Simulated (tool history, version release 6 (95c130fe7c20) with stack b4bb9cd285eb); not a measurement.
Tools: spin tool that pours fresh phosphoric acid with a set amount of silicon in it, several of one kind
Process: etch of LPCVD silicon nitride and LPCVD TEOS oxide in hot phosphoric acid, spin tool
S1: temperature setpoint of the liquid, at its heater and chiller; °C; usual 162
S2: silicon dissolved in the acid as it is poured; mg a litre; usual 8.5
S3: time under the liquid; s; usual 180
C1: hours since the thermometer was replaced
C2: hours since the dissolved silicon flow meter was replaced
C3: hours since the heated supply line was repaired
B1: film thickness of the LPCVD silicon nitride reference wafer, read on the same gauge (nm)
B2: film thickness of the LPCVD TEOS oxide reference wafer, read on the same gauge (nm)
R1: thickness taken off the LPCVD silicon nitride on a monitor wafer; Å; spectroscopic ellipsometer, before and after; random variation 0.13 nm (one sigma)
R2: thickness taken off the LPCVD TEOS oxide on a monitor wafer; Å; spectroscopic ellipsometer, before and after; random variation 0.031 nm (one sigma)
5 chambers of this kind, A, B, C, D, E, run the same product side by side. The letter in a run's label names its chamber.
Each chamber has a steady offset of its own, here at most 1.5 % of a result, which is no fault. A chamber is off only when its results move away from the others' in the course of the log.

| run | hour | S1 | S2 | S3 | C1 | C2 | C3 | B1 | B2 | R1 | R2 |
|---|---|---|---|---|---|---|---|---|---|---|---|
| 1C | 13.1 | 162 | 8.5 | 180 | 1846.8 | 401.6 | 433.2 | 90.017 | 49.994 | 186.87 | 6.4003 |
| 2E | 22.1 | 162 | 8.5 | 180 | 2458.3 | 748.7 | 2440.2 | 89.948 | 50.006 | 184.43 | 6.0848 |
| 3A | 28.9 | 162 | 8.5 | 180 | 1056.6 | 1451.7 | 1251.7 | 90.016 | 50.003 | 182.92 | 6.4667 |
|  | 33.5 | chamber D: dissolved silicon flow meter replaced |
| 4D | 36.4 | 162 | 8.5 | 180 | 158.9 | 3.0 | 355.7 | 89.994 | 49.999 | 184.80 | 6.3377 |
| 5B | 44.4 | 162 | 8.5 | 180 | 292.4 | 986.2 | 1601.8 | 90.007 | 50.001 | 182.86 | 6.6464 |
| 6B | 55.8 | 162 | 8.5 | 180 | 303.8 | 997.6 | 1613.2 | 90.023 | 49.976 | 183.06 | 6.8838 |
|  | 56.1 | chamber E: thermometer replaced |
| 7D | 62.5 | 162 | 8.5 | 180 | 185.0 | 29.1 | 381.8 | 90.031 | 50.040 | 185.40 | 6.1191 |
| 8C | 75.0 | 162 | 8.5 | 180 | 1908.7 | 463.5 | 495.1 | 90.017 | 50.007 | 183.34 | 6.0619 |
| 9E | 86.3 | 162 | 8.5 | 180 | 30.2 | 812.9 | 2504.4 | 90.017 | 50.008 | 183.70 | 6.7962 |
| 10A | 96.8 | 162 | 8.5 | 180 | 1124.5 | 1519.6 | 1319.6 | 90.056 | 50.012 | 182.81 | 6.0951 |
| 11C | 107.4 | 162 | 8.5 | 180 | 1941.1 | 495.9 | 527.5 | 89.954 | 50.000 | 183.65 | 6.5573 |
| 12E | 118.5 | 162 | 8.5 | 180 | 62.4 | 845.1 | 2536.6 | 90.017 | 50.006 | 185.21 | 6.8701 |
| 13B | 126.8 | 162 | 8.5 | 180 | 374.8 | 1068.6 | 1684.2 | 89.997 | 49.997 | 182.11 | 6.5003 |
| 14D | 137.8 | 162 | 8.5 | 180 | 260.3 | 104.4 | 457.1 | 89.985 | 49.997 | 184.04 | 5.8603 |
| 15A | 149.2 | 162 | 8.5 | 180 | 1176.9 | 1572.0 | 1372.0 | 90.052 | 49.989 | 182.15 | 5.7398 |
| 16C | 160.9 | 162 | 8.5 | 180 | 1994.6 | 549.4 | 581.0 | 90.026 | 49.985 | 188.82 | 5.6116 |
| 17E | 170.2 | 162 | 13.0 | 180 | 114.1 | 896.8 | 2588.3 | 90.025 | 49.987 | 184.77 | 5.0960 |
| 18A | 182.9 | 162 | 13.0 | 180 | 1210.6 | 1605.7 | 1405.7 | 89.992 | 49.967 | 181.90 | 5.8793 |
| 19B | 192.3 | 162 | 13.0 | 180 | 440.3 | 1134.1 | 1749.7 | 90.006 | 49.963 | 183.34 | 5.5596 |
| 20D | 202.8 | 162 | 13.0 | 180 | 325.3 | 169.4 | 522.1 | 89.966 | 50.009 | 184.83 | 5.3736 |
| 21C | 211.1 | 162 | 13.0 | 180 | 2044.8 | 599.6 | 631.2 | 90.030 | 49.973 | 190.93 | 5.6083 |
| 22D | 216.9 | 162 | 8.5 | 180 | 339.4 | 183.5 | 536.2 | 90.013 | 49.992 | 182.23 | 6.4924 |
| 23A | 223.1 | 162 | 8.5 | 180 | 1250.8 | 1645.9 | 1445.9 | 90.007 | 50.009 | 183.09 | 6.7026 |
| 24E | 232.5 | 162 | 8.5 | 180 | 176.4 | 959.1 | 2650.6 | 90.013 | 50.004 | 181.38 | 6.2904 |
| 25B | 239.8 | 162 | 8.5 | 180 | 487.8 | 1181.6 | 1797.2 | 89.971 | 49.987 | 183.63 | 5.9857 |
| 26C | 248.9 | 162 | 8.5 | 180 | 2082.6 | 637.4 | 669.0 | 90.010 | 49.999 | 191.80 | 6.8028 |
| 27D | 260.5 | 162 | 8.5 | 180 | 383.0 | 227.1 | 579.8 | 90.028 | 49.992 | 184.87 | 6.3265 |
|  | 265.5 | chamber A: dissolved silicon flow meter replaced |
| 28A | 272.0 | 162 | 8.5 | 180 | 1299.7 | 6.5 | 1494.8 | 89.996 | 50.002 | 183.31 | 6.2183 |
| 29E | 280.5 | 162 | 8.5 | 180 | 224.4 | 1007.1 | 2698.6 | 89.992 | 50.011 | 184.31 | 6.2896 |
| 30B | 290.4 | 163 | 8.5 | 215 | 538.4 | 1232.2 | 1847.8 | 89.997 | 49.993 | 226.63 | 8.4774 |
| 31C | 303.1 | 163 | 8.5 | 215 | 2136.8 | 691.6 | 723.2 | 90.005 | 50.025 | 237.77 | 9.4686 |
| 32D | 313.6 | 163 | 8.5 | 215 | 436.1 | 280.2 | 632.9 | 89.973 | 49.987 | 225.93 | 7.7132 |
| 33B | 319.6 | 163 | 8.5 | 215 | 567.6 | 1261.4 | 1877.0 | 90.001 | 50.015 | 224.51 | 8.1203 |
| 34E | 330.9 | 163 | 8.5 | 215 | 274.8 | 1057.5 | 2749.0 | 90.007 | 49.988 | 226.12 | 7.9209 |
| 35A | 338.4 | 162 | 8.5 | 180 | 1366.1 | 72.9 | 1561.2 | 90.002 | 49.993 | 182.34 | 6.3849 |
| 36A | 345.3 | 162 | 8.5 | 180 | 1373.0 | 79.8 | 1568.1 | 89.998 | 49.990 | 183.05 | 5.8415 |
| 37C | 352.3 | 162 | 8.5 | 180 | 2186.0 | 740.8 | 772.4 | 90.005 | 49.986 | 199.94 | 7.5668 |
| 38E | 364.7 | 162 | 8.5 | 180 | 308.6 | 1091.3 | 2782.8 | 89.989 | 50.001 | 184.78 | 6.5239 |

All 5 chambers run these settings next. Forecast each chamber's results:
| 39A | 374.1 | 160 | 8.5 | 180 |  |  |  |  |  | ? | ? |
| 39B | 374.1 | 160 | 8.5 | 180 |  |  |  |  |  | ? | ? |
| 39C | 374.1 | 160 | 8.5 | 180 |  |  |  |  |  | ? | ? |
| 39D | 374.1 | 160 | 8.5 | 180 |  |  |  |  |  | ? | ? |
| 39E | 374.1 | 160 | 8.5 | 180 |  |  |  |  |  | ? | ? |

| run | R1 | R2 |
|---|---|---|
| 39A | 173.04 | 5.9627 |
| 39B | 170.61 | 5.8398 |
| 39C | 190.03 | 7.2437 |
| 39D | 172.99 | 5.6012 |
| 39E | 172.04 | 5.7514 |

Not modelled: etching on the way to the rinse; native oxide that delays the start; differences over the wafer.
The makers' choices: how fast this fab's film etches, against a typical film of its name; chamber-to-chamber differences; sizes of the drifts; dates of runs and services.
